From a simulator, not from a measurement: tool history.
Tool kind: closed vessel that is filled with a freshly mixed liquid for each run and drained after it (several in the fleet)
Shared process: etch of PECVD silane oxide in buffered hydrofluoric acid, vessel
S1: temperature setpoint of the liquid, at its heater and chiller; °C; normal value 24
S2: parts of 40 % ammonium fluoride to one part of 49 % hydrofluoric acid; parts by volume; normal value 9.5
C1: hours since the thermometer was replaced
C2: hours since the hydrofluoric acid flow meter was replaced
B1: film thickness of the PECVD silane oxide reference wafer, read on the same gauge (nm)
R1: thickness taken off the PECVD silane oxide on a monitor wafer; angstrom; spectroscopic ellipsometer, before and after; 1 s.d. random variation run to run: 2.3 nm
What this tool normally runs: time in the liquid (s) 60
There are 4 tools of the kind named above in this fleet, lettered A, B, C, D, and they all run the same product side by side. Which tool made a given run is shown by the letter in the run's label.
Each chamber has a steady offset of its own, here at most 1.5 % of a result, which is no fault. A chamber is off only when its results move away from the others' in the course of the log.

{"hour": 2.9, "done": "chamber A: hydrofluoric acid flow meter replaced"}
{"run": "1D", "hour": 3.8, "S1": 24, "S2": 9.5, "time in the liquid (s)": 60, "C1": 1058.4, "C2": 252.4, "B1": 59.995, "R1": 3155.1}
{"hour": 8.9, "done": "chamber B: hydrofluoric acid flow meter replaced"}
{"run": "2C", "hour": 8.9, "S1": 24, "S2": 9.5, "time in the liquid (s)": 60, "C1": 421, "C2": 406.6, "B1": 60, "R1": 3134.7}
{"run": "3A", "hour": 12.5, "S1": 24, "S2": 9.5, "time in the liquid (s)": 60, "C1": 1259.9, "C2": 9.6, "B1": 59.991, "R1": 3205.7}
{"run": "4B", "hour": 17.7, "S1": 24, "S2": 9.5, "time in the liquid (s)": 60, "C1": 346.4, "C2": 8.9, "B1": 59.993, "R1": 3119.8}
{"run": "5C", "hour": 22.7, "S1": 24, "S2": 9.5, "time in the liquid (s)": 60, "C1": 434.8, "C2": 420.4, "B1": 59.993, "R1": 3130}
{"run": "6D", "hour": 26.6, "S1": 24, "S2": 9.5, "time in the liquid (s)": 60, "C1": 1081.2, "C2": 275.2, "B1": 59.978, "R1": 3135.8}
{"run": "7B", "hour": 31.5, "S1": 24, "S2": 9.5, "time in the liquid (s)": 60, "C1": 360.2, "C2": 22.7, "B1": 59.98, "R1": 3077.4}
{"run": "8A", "hour": 36.3, "S1": 24, "S2": 9.5, "time in the liquid (s)": 60, "C1": 1283.7, "C2": 33.4, "B1": 60.004, "R1": 3156}
{"run": "9D", "hour": 38.7, "S1": 24, "S2": 9.5, "time in the liquid (s)": 60, "C1": 1093.3, "C2": 287.3, "B1": 59.996, "R1": 3130}
{"run": "10C", "hour": 41.2, "S1": 24, "S2": 9.5, "time in the liquid (s)": 60, "C1": 453.3, "C2": 438.9, "B1": 60.003, "R1": 3119.1}
{"run": "11B", "hour": 45.2, "S1": 24, "S2": 6, "time in the liquid (s)": 60, "C1": 373.9, "C2": 36.4, "B1": 60.02, "R1": 4796.1}
{"run": "12A", "hour": 50.1, "S1": 24, "S2": 6, "time in the liquid (s)": 60, "C1": 1297.5, "C2": 47.2, "B1": 60.003, "R1": 4920.5}
{"run": "13C", "hour": 52.8, "S1": 24, "S2": 6, "time in the liquid (s)": 60, "C1": 464.9, "C2": 450.5, "B1": 59.997, "R1": 4787.1}
{"run": "14B", "hour": 56.9, "S1": 24, "S2": 6, "time in the liquid (s)": 60, "C1": 385.6, "C2": 48.1, "B1": 60.035, "R1": 4872.4}
{"run": "15D", "hour": 62.2, "S1": 24, "S2": 9.5, "time in the liquid (s)": 60, "C1": 1116.8, "C2": 310.8, "B1": 60.007, "R1": 3151.2}
{"run": "16A", "hour": 67.0, "S1": 24, "S2": 9.5, "time in the liquid (s)": 60, "C1": 1314.4, "C2": 64.1, "B1": 60.023, "R1": 3187.8}
{"run": "17D", "hour": 72.2, "S1": 24, "S2": 9.5, "time in the liquid (s)": 60, "C1": 1126.8, "C2": 320.8, "B1": 60.011, "R1": 3136.6}
{"run": "18B", "hour": 77.1, "S1": 24, "S2": 9.5, "time in the liquid (s)": 75, "C1": 405.8, "C2": 68.3, "B1": 60.005, "R1": 4078.2}
{"run": "19A", "hour": 79.5, "S1": 24, "S2": 9.5, "time in the liquid (s)": 75, "C1": 1326.9, "C2": 76.6, "B1": 60.02, "R1": 4031.5}
{"run": "20C", "hour": 83.2, "S1": 24, "S2": 9.5, "time in the liquid (s)": 75, "C1": 495.3, "C2": 480.9, "B1": 59.99, "R1": 3928.8}
{"run": "21C", "hour": 87.5, "S1": 24, "S2": 9.5, "time in the liquid (s)": 75, "C1": 499.6, "C2": 485.2, "B1": 60.022, "R1": 3912.1}
{"run": "22A", "hour": 91.7, "S1": 24, "S2": 9.5, "time in the liquid (s)": 60, "C1": 1339.1, "C2": 88.8, "B1": 60.006, "R1": 3234.1}
{"run": "23B", "hour": 96.4, "S1": 24, "S2": 9.5, "time in the liquid (s)": 60, "C1": 425.1, "C2": 87.6, "B1": 59.996, "R1": 3339.7}
{"run": "24D", "hour": 100.5, "S1": 24, "S2": 9.5, "time in the liquid (s)": 60, "C1": 1155.1, "C2": 349.1, "B1": 60.003, "R1": 3155.7}

Decide between three cases: one chamber stands off from its peers, the gauge reading all wafers drifts, or nothing is wrong past each chamber's small offset. Where a chamber is off, say which and what most likely put it there.

Little by little, chamber B moves away from the other chambers.
Likeliest cause: liquid hotter than its thermometer reads (K) = 1.62.
The log might look much the same if the cause were instead: hydrofluoric acid flow above the setpoint (%).

Below are 4 candidate recipes for chamber B's next run, each the usual settings with a change, their results shown as question marks. Which of them brings B's results back in line with what the other chambers give on the usual settings?
In-line tolerance around the mean of the other chambers on the usual settings: R1 82 angstrom
{"run": "25B-1", "hour": 104.3, "S1": 23.5, "S2": 9.5, "time in the liquid (s)": 60, "R1": "?"}
{"run": "25B-2", "hour": 104.3, "S1": 24, "S2": 9, "time in the liquid (s)": 60, "R1": "?"}
{"run": "25B-3", "hour": 104.3, "S1": 24, "S2": 9.5, "time in the liquid (s)": 65, "R1": "?"}
{"run": "25B-4", "hour": 104.3, "S1": 22.5, "S2": 9.5, "time in the liquid (s)": 60, "R1": "?"}

The other chambers' mean on the usual settings: R1 3151 angstrom
run=25B-1 R1=3292.7
run=25B-2 R1=3499.6
run=25B-3 R1=3666.8
run=25B-4 R1=3117.1
25B-4 puts the chamber back in line with the other chambers.

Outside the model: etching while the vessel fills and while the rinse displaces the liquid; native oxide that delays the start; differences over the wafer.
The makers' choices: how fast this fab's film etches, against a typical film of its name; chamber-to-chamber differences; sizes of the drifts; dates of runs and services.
